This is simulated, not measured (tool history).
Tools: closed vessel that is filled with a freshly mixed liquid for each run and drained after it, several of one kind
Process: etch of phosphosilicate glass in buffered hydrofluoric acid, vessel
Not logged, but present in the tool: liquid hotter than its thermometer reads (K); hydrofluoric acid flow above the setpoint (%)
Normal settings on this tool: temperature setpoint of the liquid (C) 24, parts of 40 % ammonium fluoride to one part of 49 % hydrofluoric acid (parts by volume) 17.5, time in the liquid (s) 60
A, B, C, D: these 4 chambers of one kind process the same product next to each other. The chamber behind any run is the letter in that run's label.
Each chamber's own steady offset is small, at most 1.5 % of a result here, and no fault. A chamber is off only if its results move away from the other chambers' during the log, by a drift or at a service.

run	hour	temperature setpoint of the liquid (C)	parts of 40 % ammonium fluoride to one part of 49 % hydrofluoric acid (parts by volume)	time in the liquid (s)	hours since the thermometer was replaced	hours since the hydrofluoric acid flow meter was replaced	read-back film thickness of the phosphosilicate glass reference wafer, read on the same gauge (nm)	thickness taken off the phosphosilicate glass on a monitor wafer (Å)
1D	4.9	24	17.5	60	647.3	1158.5	110.03	2948.1
2B	16.0	24	17.5	60	1509.7	368.7	110.01	2983.1
3A	24.3	24	17.5	60	611.8	1984.7	110.03	3036.8
4C	29.9	24	17.5	60	1113.1	519.6	109.97	2943.9
5A	37.7	24	17.5	60	625.2	1998.1	109.98	2990.0
6C	47.6	24	17.5	60	1130.8	537.3	109.99	2980.1
7B	53.5	24	17.5	60	1547.2	406.2	110.00	3004.5
8D	62.6	24	17.5	60	705.0	1216.2	109.97	2953.7
9D	70.1	24	17.5	60	712.5	1223.7	109.97	2941.8
10C	81.1	24	17.5	60	1164.3	570.8	110.02	2969.7
11B	88.2	24	17.5	45	1581.9	440.9	110.01	2259.3
12A	97.6	24	17.5	45	685.1	2058.0	109.99	2277.6
13C	108.0	24	17.5	45	1191.2	597.7	110.01	2188.6
14D	118.2	24	17.5	45	760.6	1271.8	110.01	2188.8
15A	128.0	24	17.5	60	715.5	2088.4	110.00	3028.3
16B	139.1	24	23.0	60	1632.8	491.8	110.04	2367.6
17C	144.5	24	23.0	60	1227.7	634.2	110.02	2394.7
18A	152.8	24	23.0	60	740.3	2113.2	110.02	2388.0
19D	159.3	24	23.0	60	801.7	1312.9	110.01	2328.1
# hour 159.8: chamber A: thermometer replaced
20B	165.0	24	17.5	60	1658.7	517.7	109.99	2974.4
21A	172.3	24	17.5	60	12.6	2132.7	110.00	2980.9
22C	177.8	24	17.5	60	1261.0	667.5	109.99	3027.9
23B	187.6	24	17.5	60	1681.3	540.3	110.00	3019.6
# hour 188.1: chamber A: hydrofluoric acid flow meter replaced
24D	198.3	24	17.5	60	840.7	1351.9	109.99	2947.5
25D	203.7	24	17.5	60	846.1	1357.3	109.98	2901.6
26C	212.3	24	17.5	60	1295.5	702.0	110.00	3132.7
27A	220.5	24	17.5	60	60.8	32.4	110.01	2982.0
28B	226.9	24	17.5	60	1720.6	579.6	110.00	3010.2
29C	236.2	24	17.5	60	1319.4	725.9	110.02	3098.2
30D	242.8	24	17.5	60	885.2	1396.4	109.96	2961.8
31B	249.9	24	17.5	60	1743.6	602.6	109.99	2995.0
32A	256.7	24	17.5	60	97.0	68.6	110.00	2997.4
33C	267.4	24	17.5	60	1350.6	757.1	110.03	3138.4
34D	277.1	24	17.5	60	919.5	1430.7	109.99	2932.2
35B	285.7	24	17.5	60	1779.4	638.4	110.01	2928.9
36A	291.8	24	17.5	60	132.1	103.7	110.01	3055.0
37D	299.6	24	17.5	60	942.0	1453.2	110.01	2911.2

Does one chamber stand apart from the rest, does the shared gauge drift, or is all well apart from small per-chamber offsets? Give the chamber and the most likely cause, where there is one.

Chamber C drifts away from the others.
Most likely cause: liquid hotter than its thermometer reads (K) = 1.3.
The log may not separate it from: hydrofluoric acid flow above the setpoint (%).

Here are 4 candidates for chamber C's next run, each the usual settings with a change, their results left as question marks. Which one brings its results back in line with what the others give on the usual settings?
In line here means within this much of the mean the other chambers give on the usual settings: thickness taken off the phosphosilicate glass on a monitor wafer (Å) 78.0
38C-1	307.6	24	18.0	55				?
38C-2	307.6	24	18.5	60				?
38C-3	307.6	25	17.5	60				?
38C-4	307.6	24	15.5	60				?

What the other chambers average on the usual settings: thickness taken off the phosphosilicate glass on a monitor wafer (Å) 2979.5
run	thickness taken off the phosphosilicate glass on a monitor wafer (Å)
38C-1	2833.9
38C-2	3009.6
38C-3	3352.7
38C-4	3578.5
Change 38C-2 lands the chamber within the allowed miss of the other chambers.
